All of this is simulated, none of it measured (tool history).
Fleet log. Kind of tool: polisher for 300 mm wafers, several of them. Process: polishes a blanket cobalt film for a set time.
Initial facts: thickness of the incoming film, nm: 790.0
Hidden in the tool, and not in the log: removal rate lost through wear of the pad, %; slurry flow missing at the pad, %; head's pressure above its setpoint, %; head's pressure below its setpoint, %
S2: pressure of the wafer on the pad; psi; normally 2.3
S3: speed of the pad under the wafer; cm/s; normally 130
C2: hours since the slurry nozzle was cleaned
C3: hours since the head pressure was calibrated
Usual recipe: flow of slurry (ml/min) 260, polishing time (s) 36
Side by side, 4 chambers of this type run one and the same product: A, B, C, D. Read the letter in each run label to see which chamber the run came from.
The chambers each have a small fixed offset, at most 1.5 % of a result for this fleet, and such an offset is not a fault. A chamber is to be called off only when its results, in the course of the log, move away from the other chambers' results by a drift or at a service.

-- hour=9.0 chamber C: head pressure recalibrated
run 1B hour=11.3 | flow_of_slurry_(ml/min)=260 S2=2.3 S3=130 polishing_time_(s)=36 | wafers_polished_on_this_pad=341 C2=595.6 C3=417.4 | film_removed_(nm)=305.83
run 2D hour=21.8 | flow_of_slurry_(ml/min)=260 S2=2.3 S3=130 polishing_time_(s)=36 | wafers_polished_on_this_pad=462 C2=294.8 C3=223.2 | film_removed_(nm)=301.83
run 3A hour=29.0 | flow_of_slurry_(ml/min)=260 S2=2.3 S3=130 polishing_time_(s)=36 | wafers_polished_on_this_pad=455 C2=126.3 C3=553.4 | film_removed_(nm)=303.63
run 4C hour=35.3 | flow_of_slurry_(ml/min)=260 S2=2.3 S3=130 polishing_time_(s)=36 | wafers_polished_on_this_pad=828 C2=58.4 C3=26.4 | film_removed_(nm)=308.78
-- hour=45.5 chamber C: worn pad replaced by a new one
run 5D hour=45.8 | flow_of_slurry_(ml/min)=260 S2=2.3 S3=130 polishing_time_(s)=36 | wafers_polished_on_this_pad=806 C2=318.8 C3=247.2 | film_removed_(nm)=302.48
-- hour=55.8 chamber D: worn pad replaced by a new one
run 6C hour=57.3 | flow_of_slurry_(ml/min)=260 S2=2.3 S3=130 polishing_time_(s)=36 | wafers_polished_on_this_pad=169 C2=80.4 C3=48.4 | film_removed_(nm)=309.35
run 7A hour=65.8 | flow_of_slurry_(ml/min)=260 S2=2.3 S3=130 polishing_time_(s)=36 | wafers_polished_on_this_pad=983 C2=163.1 C3=590.2 | film_removed_(nm)=302.18
run 8B hour=73.4 | flow_of_slurry_(ml/min)=260 S2=2.3 S3=130 polishing_time_(s)=36 | wafers_polished_on_this_pad=1232 C2=657.7 C3=479.5 | film_removed_(nm)=309.60
-- hour=76.8 chamber B: worn pad replaced by a new one
-- hour=78.9 chamber B: head pressure recalibrated
run 9D hour=80.5 | flow_of_slurry_(ml/min)=260 S2=2.3 S3=130 polishing_time_(s)=36 | wafers_polished_on_this_pad=354 C2=353.5 C3=281.9 | film_removed_(nm)=308.38
run 10B hour=87.4 | flow_of_slurry_(ml/min)=260 S2=2.3 S3=130 polishing_time_(s)=36 | wafers_polished_on_this_pad=152 C2=671.7 C3=8.6 | film_removed_(nm)=310.01
-- hour=94.8 chamber A: worn pad replaced by a new one
run 11C hour=95.6 | flow_of_slurry_(ml/min)=260 S2=2.3 S3=130 polishing_time_(s)=36 | wafers_polished_on_this_pad=719 C2=118.7 C3=86.7 | film_removed_(nm)=309.10
run 12A hour=101.7 | flow_of_slurry_(ml/min)=260 S2=2.3 S3=130 polishing_time_(s)=36 | wafers_polished_on_this_pad=99 C2=199.0 C3=626.1 | film_removed_(nm)=300.76
run 13A hour=108.8 | flow_of_slurry_(ml/min)=260 S2=2.3 S3=130 polishing_time_(s)=36 | wafers_polished_on_this_pad=201 C2=206.1 C3=633.2 | film_removed_(nm)=299.48
-- hour=111.0 chamber C: worn pad replaced by a new one
run 14B hour=114.6 | flow_of_slurry_(ml/min)=260 S2=2.3 S3=94 polishing_time_(s)=36 | wafers_polished_on_this_pad=542 C2=698.9 C3=35.8 | film_removed_(nm)=220.34
-- hour=120.7 chamber D: worn pad replaced by a new one
run 15D hour=122.1 | flow_of_slurry_(ml/min)=260 S2=2.3 S3=94 polishing_time_(s)=36 | wafers_polished_on_this_pad=20 C2=395.1 C3=323.5 | film_removed_(nm)=224.01
run 16C hour=131.8 | flow_of_slurry_(ml/min)=260 S2=2.3 S3=94 polishing_time_(s)=36 | wafers_polished_on_this_pad=299 C2=154.9 C3=122.9 | film_removed_(nm)=222.45
run 17D hour=140.5 | flow_of_slurry_(ml/min)=260 S2=2.3 S3=94 polishing_time_(s)=36 | wafers_polished_on_this_pad=284 C2=413.5 C3=341.9 | film_removed_(nm)=224.57
run 18B hour=150.7 | flow_of_slurry_(ml/min)=260 S2=2.3 S3=130 polishing_time_(s)=36 | wafers_polished_on_this_pad=1060 C2=735.0 C3=71.9 | film_removed_(nm)=310.54
run 19C hour=161.6 | flow_of_slurry_(ml/min)=260 S2=2.3 S3=130 polishing_time_(s)=36 | wafers_polished_on_this_pad=726 C2=184.7 C3=152.7 | film_removed_(nm)=308.95
run 20A hour=172.7 | flow_of_slurry_(ml/min)=260 S2=2.3 S3=130 polishing_time_(s)=36 | wafers_polished_on_this_pad=1118 C2=270.0 C3=697.1 | film_removed_(nm)=298.53
-- hour=173.6 chamber B: worn pad replaced by a new one
-- hour=174.4 chamber D: worn pad replaced by a new one
-- hour=174.8 chamber C: worn pad replaced by a new one
run 21D hour=178.7 | flow_of_slurry_(ml/min)=260 S2=2.3 S3=130 polishing_time_(s)=36 | wafers_polished_on_this_pad=62 C2=451.7 C3=380.1 | film_removed_(nm)=317.28
-- hour=179.1 chamber A: worn pad replaced by a new one
-- hour=190.2 chamber B: slurry nozzle cleaned
run 22B hour=190.6 | flow_of_slurry_(ml/min)=260 S2=2.3 S3=92 polishing_time_(s)=31 | wafers_polished_on_this_pad=244 C2=0.4 C3=111.8 | film_removed_(nm)=189.30
run 23A hour=202.2 | flow_of_slurry_(ml/min)=260 S2=2.3 S3=92 polishing_time_(s)=31 | wafers_polished_on_this_pad=332 C2=299.5 C3=726.6 | film_removed_(nm)=183.68
run 24C hour=212.3 | flow_of_slurry_(ml/min)=260 S2=2.3 S3=92 polishing_time_(s)=31 | wafers_polished_on_this_pad=538 C2=235.4 C3=203.4 | film_removed_(nm)=192.33
run 25B hour=218.3 | flow_of_slurry_(ml/min)=260 S2=2.3 S3=92 polishing_time_(s)=31 | wafers_polished_on_this_pad=641 C2=28.1 C3=139.5 | film_removed_(nm)=185.98
run 26A hour=227.8 | flow_of_slurry_(ml/min)=260 S2=2.3 S3=130 polishing_time_(s)=36 | wafers_polished_on_this_pad=699 C2=325.1 C3=752.2 | film_removed_(nm)=301.93
run 27D hour=233.3 | flow_of_slurry_(ml/min)=260 S2=2.3 S3=130 polishing_time_(s)=36 | wafers_polished_on_this_pad=845 C2=506.3 C3=434.7 | film_removed_(nm)=326.23
-- hour=238.7 chamber D: worn pad replaced by a new one
-- hour=239.1 chamber C: worn pad replaced by a new one
run 28C hour=239.7 | flow_of_slurry_(ml/min)=260 S2=2.3 S3=130 polishing_time_(s)=36 | wafers_polished_on_this_pad=9 C2=262.8 C3=230.8 | film_removed_(nm)=307.92
run 29A hour=247.7 | flow_of_slurry_(ml/min)=260 S2=2.3 S3=130 polishing_time_(s)=36 | wafers_polished_on_this_pad=985 C2=345.0 C3=772.1 | film_removed_(nm)=300.39
-- hour=258.5 chamber B: worn pad replaced by a new one
run 30B hour=258.7 | flow_of_slurry_(ml/min)=260 S2=2.3 S3=130 polishing_time_(s)=36 | wafers_polished_on_this_pad=3 C2=68.5 C3=179.9 | film_removed_(nm)=308.43
run 31C hour=268.7 | flow_of_slurry_(ml/min)=260 S2=2.3 S3=130 polishing_time_(s)=36 | wafers_polished_on_this_pad=425 C2=291.8 C3=259.8 | film_removed_(nm)=313.69
run 32D hour=278.2 | flow_of_slurry_(ml/min)=260 S2=2.3 S3=130 polishing_time_(s)=36 | wafers_polished_on_this_pad=567 C2=551.2 C3=479.6 | film_removed_(nm)=333.27

All 4 chambers run these settings next. Forecast each chamber's results:
run 33A hour=286.9 | flow_of_slurry_(ml/min)=260 S2=1.8 S3=130 polishing_time_(s)=36 | film_removed_(nm)=?
run 33B hour=286.9 | flow_of_slurry_(ml/min)=260 S2=1.8 S3=130 polishing_time_(s)=36 | film_removed_(nm)=?
run 33C hour=286.9 | flow_of_slurry_(ml/min)=260 S2=1.8 S3=130 polishing_time_(s)=36 | film_removed_(nm)=?
run 33D hour=286.9 | flow_of_slurry_(ml/min)=260 S2=1.8 S3=130 polishing_time_(s)=36 | film_removed_(nm)=?

run=33A film_removed_(nm)=235.13
run=33B film_removed_(nm)=241.67
run=33C film_removed_(nm)=240.66
run=33D film_removed_(nm)=257.34

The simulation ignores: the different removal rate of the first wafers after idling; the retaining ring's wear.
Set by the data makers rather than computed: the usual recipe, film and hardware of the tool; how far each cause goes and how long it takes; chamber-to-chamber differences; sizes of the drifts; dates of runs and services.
